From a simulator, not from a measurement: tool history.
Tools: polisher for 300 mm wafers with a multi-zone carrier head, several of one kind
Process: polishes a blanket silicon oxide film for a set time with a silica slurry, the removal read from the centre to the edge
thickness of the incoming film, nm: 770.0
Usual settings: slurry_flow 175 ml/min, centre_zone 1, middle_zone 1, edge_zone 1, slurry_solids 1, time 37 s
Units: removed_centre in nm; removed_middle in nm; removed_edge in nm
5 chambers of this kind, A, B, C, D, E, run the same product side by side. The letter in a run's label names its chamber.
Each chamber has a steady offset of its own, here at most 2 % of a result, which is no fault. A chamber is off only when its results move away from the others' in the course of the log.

run   hour  slurry_flow  centre_zone  middle_zone  edge_zone  slurry_solids  time  wafers polished on this pad  hours since the slurry nozzle was cleaned  hours since the centre zone pressure was calibrated  hours since the edge zone pressure was calibrated  removed_centre  removed_middle  removed_edge
         3  -- chamber B: worn pad replaced by a new one
 1D    9.2          175            1            1          1              1    37                          716                                      262.7                                                503.4                                              461.9          93.593          93.068        91.749
 2A     20          175            1            1          1              1    37                          805                                      140.7                                                168.8                                              228.9          91.651          90.226        93.436
 3B   32.9          175            1            1          1              1    37                          430                                      529.9                                               1150.7                                               97.2          92.955          93.928        93.304
      41.3  -- chamber D: centre zone pressure recalibrated
 4C   41.3          175            1            1          1              1    37                          598                                         77                                                208.9                                              241.2          93.736          91.769        91.704
      44.5  -- chamber D: worn pad replaced by a new one
      45.8  -- chamber B: centre zone pressure recalibrated
 5E   51.4          175            1            1          1              1    37                         1080                                      280.7                                                 81.8                                              593.8          91.849          94.705         93.52
        58  -- chamber E: worn pad replaced by a new one
      60.9  -- chamber C: worn pad replaced by a new one
 6C   62.7          175            1            1          1              1    37                           26                                       98.4                                                230.3                                              262.6          92.545          90.752        91.958
        73  -- chamber A: worn pad replaced by a new one
 7A   75.2          175            1            1          1              1    37                           32                                      195.9                                                  224                                              284.1          93.019          92.656        90.483
 8E   87.1          175            1            1          1              1    37                          418                                      316.4                                                117.5                                              629.5          93.418          92.868        93.303
      90.2  -- chamber A: edge zone pressure recalibrated
 9D   96.9          175            1            1          1              1    37                          752                                      350.4                                                 55.7                                              549.6          92.754          91.571        92.062
      98.8  -- chamber B: worn pad replaced by a new one
10B  107.4          175            1            1          1              1    37                          124                                      604.4                                                 61.6                                              171.7          92.574          93.498        93.552
11B    116          175            1            1          1              1    37                          248                                        613                                                 70.2                                              180.3          92.974          93.762        92.107
12C  123.8          175            1            1          1              1    37                          902                                      159.5                                                291.4                                              323.7          93.281          91.758        93.906
     123.9  -- chamber A: slurry nozzle cleaned
13E  130.8          175            1            1          1              1    37                         1045                                      360.1                                                161.2                                              673.2          92.763          93.761        93.233
     130.9  -- chamber E: worn pad replaced by a new one
     134.2  -- chamber C: worn pad replaced by a new one
     140.6  -- chamber E: edge zone pressure recalibrated
     141.2  -- chamber D: worn pad replaced by a new one
14A  144.2          175            1            1          1              1    37                         1021                                       20.4                                                  293                                                 54          92.276          93.223        92.306
15D  151.9          175            1            1          1              1    37                          153                                      405.4                                                110.7                                              604.6          93.718          91.677        92.429
16B  159.3          175         1.08            1          1              1    37                          869                                      656.3                                                113.5                                              223.6          101.55          96.106        91.829
     164.1  -- chamber B: slurry nozzle cleaned
     165.4  -- chamber A: worn pad replaced by a new one
17E  169.7          175         1.08            1          1              1    37                          557                                        399                                                200.1                                               29.2          100.81          93.333        93.391
18D    178          175         1.08            1          1              1    37                          528                                      431.5                                                136.8                                              630.7          101.06          91.742        92.297
19C  191.3          175         1.08            1          1              1    37                          820                                        227                                                358.9                                              391.2          100.68          90.696         92.99
       194  -- chamber B: worn pad replaced by a new one
20A  199.3          175         1.08            1          1              1    37                          486                                       75.5                                                348.1                                              109.1          100.63          93.829        93.227
     204.3  -- chamber C: worn pad replaced by a new one
     206.1  -- chamber E: worn pad replaced by a new one
21A  209.1          175            1            1          1              1    37                          627                                       85.3                                                357.9                                              118.9          92.717          91.494        91.775
22D  219.7          175            1            1       1.04              1    37                         1126                                      473.2                                                178.5                                              672.4          93.442          90.929        93.971
23E  228.1          175            1            1       1.04              1    37                          316                                      457.4                                                258.5                                               87.6           92.73          94.403        94.305
     241.1  -- chamber D: worn pad replaced by a new one
24B  241.6          175            1            1       1.04              1    37                          683                                       77.6                                                195.8                                              305.9          93.227          94.096        93.436
     242.5  -- chamber C: slurry nozzle cleaned
       253  -- chamber B: edge zone pressure recalibrated
25C  255.4          175            1            1       1.04              1    37                          733                                       12.9                                                  423                                              455.3          92.657           90.66        94.378
     260.7  -- chamber C: centre zone pressure recalibrated
26D  262.4          175            1            1       1.04              1    37                          306                                      515.9                                                221.2                                              715.1          93.302          91.527         95.16
       266  -- chamber A: worn pad replaced by a new one
27B  271.7          175            1            1          1              1    37                         1115                                      107.7                                                225.9                                               18.8          93.483           94.63        92.098
     278.9  -- chamber C: worn pad replaced by a new one
28A  285.5          175            1            1          1              1    37                          280                                      161.7                                                434.3                                              195.3          93.237          90.261        92.859
     290.8  -- chamber E: worn pad replaced by a new one
     295.9  -- chamber B: worn pad replaced by a new one
29E  299.3          175            1            1          1              1    37                          122                                      528.6                                                329.7                                              158.8          92.972          92.165        93.976
30C  309.3          175            1            1          1              1    37                          436                                       66.8                                                 48.6                                              509.2          92.684          90.397         92.41
31E  322.2          135            1            1          1            1.2    37                          450                                      551.5                                                352.6                                              181.7          95.191          97.085        96.799
32C  329.5          135            1            1          1            1.2    37                          726                                         87                                                 68.8                                              529.4          96.534          94.411        96.636
33B  338.4          135            1            1          1            1.2    37                          610                                      174.4                                                292.6                                               85.5          94.708          95.349        97.535

All 5 chambers run these settings next. Forecast each chamber's results:
34A  348.5          175            1            1          1              1    37                                                                                                                                                                                               ?               ?             ?
34B  348.5          175            1            1          1              1    37                                                                                                                                                                                               ?               ?             ?
34C  348.5          175            1            1          1              1    37                                                                                                                                                                                               ?               ?             ?
34D  348.5          175            1            1          1              1    37                                                                                                                                                                                               ?               ?             ?
34E  348.5          175            1            1          1              1    37                                                                                                                                                                                               ?               ?             ?

run  removed_centre  removed_middle  removed_edge
34A          92.379          92.646         93.16
34B          91.833          96.616        92.662
34C          91.661          90.161        92.459
34D          92.698          94.342         92.56
34E          92.806          94.129        94.988
